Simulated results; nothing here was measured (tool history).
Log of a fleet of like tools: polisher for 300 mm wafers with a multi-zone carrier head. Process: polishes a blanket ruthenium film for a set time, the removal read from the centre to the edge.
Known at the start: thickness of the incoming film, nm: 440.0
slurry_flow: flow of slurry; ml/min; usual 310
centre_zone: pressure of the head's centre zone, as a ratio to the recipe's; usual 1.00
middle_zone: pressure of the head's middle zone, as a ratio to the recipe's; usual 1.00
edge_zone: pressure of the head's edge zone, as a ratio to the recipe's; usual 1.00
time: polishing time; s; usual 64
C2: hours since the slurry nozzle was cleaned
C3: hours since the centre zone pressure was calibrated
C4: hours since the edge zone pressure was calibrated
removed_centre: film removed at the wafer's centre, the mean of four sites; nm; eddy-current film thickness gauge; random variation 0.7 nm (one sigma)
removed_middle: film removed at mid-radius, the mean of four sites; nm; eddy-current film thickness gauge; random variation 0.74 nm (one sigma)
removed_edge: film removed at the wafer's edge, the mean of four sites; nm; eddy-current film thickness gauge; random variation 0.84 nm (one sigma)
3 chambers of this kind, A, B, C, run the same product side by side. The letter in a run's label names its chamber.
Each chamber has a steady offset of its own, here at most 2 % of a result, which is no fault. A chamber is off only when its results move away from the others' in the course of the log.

Run 1A, hour 5.1: usual settings; wafers polished on this pad 394; C2 157.4; C3 330.7; C4 285.2. Result: removed_centre 80.679 nm, removed_middle 81.861 nm, removed_edge 83.894 nm.
At hour 8.3: chamber B: worn pad replaced by a new one.
Run 2B, hour 10.5: usual settings; wafers polished on this pad 27; C2 388.4; C3 238.8; C4 499.3. Result: removed_centre 81.711 nm, removed_middle 81.033 nm, removed_edge 82.536 nm.
Run 3C, hour 18.6: usual settings; wafers polished on this pad 270; C2 19.6; C3 160.8; C4 288.3. Result: removed_centre 82.899 nm, removed_middle 81.787 nm, removed_edge 82.759 nm.
Run 4B, hour 25.6: usual settings; wafers polished on this pad 214; C2 403.5; C3 253.9; C4 514.4. Result: removed_centre 82.458 nm, removed_middle 81.716 nm, removed_edge 79.375 nm.
Run 5C, hour 34.6: usual settings; wafers polished on this pad 468; C2 35.6; C3 176.8; C4 304.3. Result: removed_centre 81.618 nm, removed_middle 82.813 nm, removed_edge 82.709 nm.
At hour 39.0: chamber C: worn pad replaced by a new one.
Run 6A, hour 44.1: usual settings; wafers polished on this pad 876; C2 196.4; C3 369.7; C4 324.2. Result: removed_centre 82.571 nm, removed_middle 83.090 nm, removed_edge 82.346 nm.
Run 7A, hour 51.6: usual settings but middle_zone 0.92; wafers polished on this pad 969; C2 203.9; C3 377.2; C4 331.7. Result: removed_centre 82.945 nm, removed_middle 76.489 nm, removed_edge 82.881 nm.
Run 8C, hour 56.2: usual settings but middle_zone 0.92; wafers polished on this pad 213; C2 57.2; C3 198.4; C4 325.9. Result: removed_centre 81.555 nm, removed_middle 75.276 nm, removed_edge 82.947 nm.
Run 9B, hour 61.4: usual settings but middle_zone 0.92; wafers polished on this pad 658; C2 439.3; C3 289.7; C4 550.2. Result: removed_centre 84.340 nm, removed_middle 75.863 nm, removed_edge 80.775 nm.
Run 10B, hour 69.8: usual settings; wafers polished on this pad 762; C2 447.7; C3 298.1; C4 558.6. Result: removed_centre 82.855 nm, removed_middle 82.210 nm, removed_edge 81.887 nm.
At hour 79.2: chamber B: worn pad replaced by a new one.
Run 11A, hour 79.7: usual settings; wafers polished on this pad 1317; C2 232.0; C3 405.3; C4 359.8. Result: removed_centre 81.714 nm, removed_middle 81.915 nm, removed_edge 83.163 nm.
At hour 80.6: chamber A: worn pad replaced by a new one.
At hour 83.9: chamber A: edge zone pressure recalibrated.
Run 12C, hour 86.6: usual settings; wafers polished on this pad 589; C2 87.6; C3 228.8; C4 356.3. Result: removed_centre 80.612 nm, removed_middle 82.308 nm, removed_edge 81.500 nm.
At hour 88.7: chamber C: worn pad replaced by a new one.
Run 13C, hour 94.9: usual settings but centre_zone 0.89, edge_zone 0.89; wafers polished on this pad 77; C2 95.9; C3 237.1; C4 364.6. Result: removed_centre 73.286 nm, removed_middle 80.999 nm, removed_edge 77.987 nm.
Run 14B, hour 99.4: usual settings but centre_zone 0.89, edge_zone 0.89; wafers polished on this pad 250; C2 477.3; C3 327.7; C4 588.2. Result: removed_centre 72.387 nm, removed_middle 81.555 nm, removed_edge 77.482 nm.
Run 15A, hour 107.9: usual settings but centre_zone 0.89, edge_zone 0.89; wafers polished on this pad 338; C2 260.2; C3 433.5; C4 24.0. Result: removed_centre 72.846 nm, removed_middle 82.430 nm, removed_edge 76.551 nm.
Run 16C, hour 117.3: usual settings; wafers polished on this pad 355; C2 118.3; C3 259.5; C4 387.0. Result: removed_centre 83.305 nm, removed_middle 82.689 nm, removed_edge 84.278 nm.
At hour 121.9: chamber B: slurry nozzle cleaned.
Run 17B, hour 127.1: usual settings; wafers polished on this pad 593; C2 5.2; C3 355.4; C4 615.9. Result: removed_centre 82.603 nm, removed_middle 82.371 nm, removed_edge 81.331 nm.
At hour 131.8: chamber C: worn pad replaced by a new one.
Run 18A, hour 136.5: usual settings; wafers polished on this pad 692; C2 288.8; C3 462.1; C4 52.6. Result: removed_centre 80.736 nm, removed_middle 82.800 nm, removed_edge 83.206 nm.
Run 19A, hour 146.1: usual settings; wafers polished on this pad 811; C2 298.4; C3 471.7; C4 62.2. Result: removed_centre 82.723 nm, removed_middle 82.088 nm, removed_edge 82.522 nm.
At hour 150.3: chamber B: worn pad replaced by a new one.
Run 20C, hour 155.2: usual settings; wafers polished on this pad 290; C2 156.2; C3 297.4; C4 424.9. Result: removed_centre 85.757 nm, removed_middle 83.176 nm, removed_edge 83.320 nm.
Run 21B, hour 164.3: usual settings; wafers polished on this pad 173; C2 42.4; C3 392.6; C4 653.1. Result: removed_centre 84.809 nm, removed_middle 83.903 nm, removed_edge 83.585 nm.
Run 22C, hour 169.6: usual settings; wafers polished on this pad 468; C2 170.6; C3 311.8; C4 439.3. Result: removed_centre 85.921 nm, removed_middle 83.043 nm, removed_edge 82.282 nm.
At hour 173.7: chamber C: worn pad replaced by a new one.
Run 23A, hour 178.3: usual settings but middle_zone 0.89, time 74 s; wafers polished on this pad 1210; C2 330.6; C3 503.9; C4 94.4. Result: removed_centre 95.141 nm, removed_middle 86.799 nm, removed_edge 95.162 nm.
At hour 179.6: chamber A: worn pad replaced by a new one.
Run 24B, hour 182.6: usual settings but middle_zone 0.89, time 74 s; wafers polished on this pad 400; C2 60.7; C3 410.9; C4 671.4. Result: removed_centre 95.448 nm, removed_middle 85.640 nm, removed_edge 92.988 nm.
Run 25B, hour 188.5: usual settings but middle_zone 0.89, time 74 s; wafers polished on this pad 473; C2 66.6; C3 416.8; C4 677.3. Result: removed_centre 97.361 nm, removed_middle 86.226 nm, removed_edge 95.671 nm.
At hour 189.7: chamber B: centre zone pressure recalibrated.
Run 26C, hour 198.0: usual settings; wafers polished on this pad 301; C2 199.0; C3 340.2; C4 467.7. Result: removed_centre 87.079 nm, removed_middle 82.928 nm, removed_edge 84.779 nm.
Run 27A, hour 207.7: usual settings but slurry_flow 250 ml/min; wafers polished on this pad 348; C2 360.0; C3 533.3; C4 123.8. Result: removed_centre 80.746 nm, removed_middle 80.814 nm, removed_edge 82.200 nm.
Run 28B, hour 213.4: usual settings but slurry_flow 250 ml/min; wafers polished on this pad 781; C2 91.5; C3 23.8; C4 702.2. Result: removed_centre 79.738 nm, removed_middle 79.483 nm, removed_edge 81.017 nm.
At hour 213.6: chamber C: edge zone pressure recalibrated.
At hour 214.0: chamber C: worn pad replaced by a new one.
Run 29C, hour 223.2: usual settings but slurry_flow 250 ml/min; wafers polished on this pad 114; C2 224.2; C3 365.4; C4 9.6. Result: removed_centre 87.829 nm, removed_middle 80.870 nm, removed_edge 83.541 nm.

All 3 chambers run these settings next. Forecast each chamber's results:
Run 30A, hour 230.2: usual settings. Result: removed_centre ?, removed_middle ?, removed_edge ?.
Run 30B, hour 230.2: usual settings. Result: removed_centre ?, removed_middle ?, removed_edge ?.
Run 30C, hour 230.2: usual settings. Result: removed_centre ?, removed_middle ?, removed_edge ?.

run  removed_centre  removed_middle  removed_edge
30A          83.255          81.891        83.339
30B          82.241          82.421        82.133
30C          88.246          80.577        83.794

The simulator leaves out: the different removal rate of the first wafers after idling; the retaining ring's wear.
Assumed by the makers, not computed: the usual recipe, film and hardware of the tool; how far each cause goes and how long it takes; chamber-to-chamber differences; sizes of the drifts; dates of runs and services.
